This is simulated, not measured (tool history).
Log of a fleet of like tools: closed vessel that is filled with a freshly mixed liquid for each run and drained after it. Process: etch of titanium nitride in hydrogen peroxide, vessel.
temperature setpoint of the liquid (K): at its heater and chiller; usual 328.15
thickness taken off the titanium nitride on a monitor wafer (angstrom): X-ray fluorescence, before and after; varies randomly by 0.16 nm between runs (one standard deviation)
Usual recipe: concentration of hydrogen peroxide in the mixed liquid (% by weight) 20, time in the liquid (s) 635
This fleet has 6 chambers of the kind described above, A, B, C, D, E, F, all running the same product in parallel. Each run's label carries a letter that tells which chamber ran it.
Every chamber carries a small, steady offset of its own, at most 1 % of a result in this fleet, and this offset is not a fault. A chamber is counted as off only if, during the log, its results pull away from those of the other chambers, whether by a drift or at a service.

run   hour  temperature setpoint of the liquid (K)  concentration of hydrogen peroxide in the mixed liquid (% by weight)  time in the liquid (s)  read-back film thickness of the titanium nitride reference wafer, read on the same gauge (nm)  thickness taken off the titanium nitride on a monitor wafer (angstrom)
 1D    3.4                                  328.15                                                                    20                     635                                                                                         100.02                                                                  226.77
 2F    6.6                                  328.15                                                                    20                     635                                                                                         100.03                                                                  224.91
 3C     13                                  328.15                                                                    20                     635                                                                                         99.966                                                                  223.14
 4A   16.2                                  328.15                                                                    20                     635                                                                                          99.97                                                                  225.28
 5B   19.5                                  328.15                                                                    20                     635                                                                                         100.08                                                                   227.4
 6E     24                                  328.15                                                                    20                     635                                                                                         100.01                                                                  225.05
 7C   30.7                                  328.15                                                                    20                     635                                                                                         100.02                                                                  224.45
 8E     37                                  328.15                                                                    20                     635                                                                                         100.03                                                                  225.43
 9F   41.6                                  328.15                                                                    20                     635                                                                                         99.953                                                                  223.63
10A   45.9                                  328.15                                                                    20                     635                                                                                         100.01                                                                  226.65
11B   49.1                                  333.15                                                                    25                     635                                                                                         100.01                                                                  331.04
12D   54.7                                  333.15                                                                    25                     635                                                                                         99.983                                                                   336.8
13C   60.4                                  333.15                                                                    25                     635                                                                                         100.03                                                                  330.58
14D   65.8                                  333.15                                                                    25                     635                                                                                         99.977                                                                  335.64
15A   71.5                                  333.15                                                                    25                     635                                                                                         100.01                                                                  331.04
16F   76.2                                  333.15                                                                    25                     635                                                                                         99.972                                                                  329.09
17E   79.3                                  328.15                                                                    20                     635                                                                                         100.03                                                                  225.89
18B   85.2                                  328.15                                                                    20                     635                                                                                         100.04                                                                  225.27
19F   89.7                                  328.15                                                                    20                     635                                                                                            100                                                                  221.21
20E   96.4                                  328.15                                                                    20                     635                                                                                            100                                                                  226.62
21D  100.6                                  328.15                                                                    20                     635                                                                                         100.02                                                                  226.87
22A  106.7                                  320.15                                                                    22                     635                                                                                         100.03                                                                  129.05
23C  113.6                                  320.15                                                                    22                     635                                                                                         100.01                                                                  129.52
24B  118.2                                  320.15                                                                    22                     635                                                                                         99.984                                                                  129.22
25C  121.6                                  320.15                                                                    22                     635                                                                                         100.02                                                                  129.84
26D  126.4                                  320.15                                                                    22                     635                                                                                            100                                                                  128.62
     126.7  -- chamber B: new drum of peroxide connected
27F  131.3                                  320.15                                                                    22                     635                                                                                         100.08                                                                  123.34
28A    138                                  328.15                                                                    20                     635                                                                                         99.997                                                                  224.78
29E  143.8                                  328.15                                                                    20                     635                                                                                         100.02                                                                  226.02
30B  148.4                                  328.15                                                                    20                     635                                                                                         99.992                                                                  227.44
31F  151.9                                  328.15                                                                    20                     635                                                                                         99.974                                                                  210.22
32B  157.9                                  328.15                                                                    20                     635                                                                                         99.976                                                                  227.49
     159.8  -- chamber A: peroxide flow meter replaced
33A  161.4                                  321.15                                                                    20                     395                                                                                         100.02                                                                  85.899
34C  165.3                                  321.15                                                                    20                     395                                                                                         99.997                                                                  85.121
35E  171.1                                  321.15                                                                    20                     395                                                                                         99.998                                                                  85.595
     171.8  -- chamber D: new drum of peroxide connected
36D  177.7                                  321.15                                                                    20                     395                                                                                         99.999                                                                  85.605
37C  182.6                                  321.15                                                                    20                     395                                                                                         99.988                                                                  84.754
38B  188.6                                  321.15                                                                    20                     395                                                                                         100.01                                                                  83.624
39F  191.8                                  328.15                                                                    20                     635                                                                                         100.03                                                                  205.33

Is one chamber out of step, is the gauge drifting, or do the chambers differ by no more than their own small offsets? For an off chamber, give its letter and the likeliest cause.

Little by little, chamber F moves away from the other chambers.
Most likely cause: liquid colder than its thermometer reads (K) = 1.42.

Which of the 4 candidates below, each the usual settings with something changed and its results left as question marks, puts chamber F back in line with what the other chambers give on the usual settings?
To be in line, a result may differ from the other chambers' mean on the usual settings by at most: thickness taken off the titanium nitride on a monitor wafer (angstrom) 5.6
40F-1  196.7                                  330.15                                                                    20                     695                                                                                                                                                                      ?
40F-2  196.7                                  326.65                                                                    20                     635                                                                                                                                                                      ?
40F-3  196.7                                  329.15                                                                    20                     660                                                                                                                                                                      ?
40F-4  196.7                                  328.15                                                                    20                     510                                                                                                                                                                      ?

The mean the other chambers reach with the usual settings: thickness taken off the titanium nitride on a monitor wafer (angstrom) 225.51
  run  thickness taken off the titanium nitride on a monitor wafer (angstrom)
40F-1                                                                  256.26
40F-2                                                                  183.03
40F-3                                                                  226.89
40F-4                                                                  163.52
It is 40F-3 that realigns the chamber with its peers.
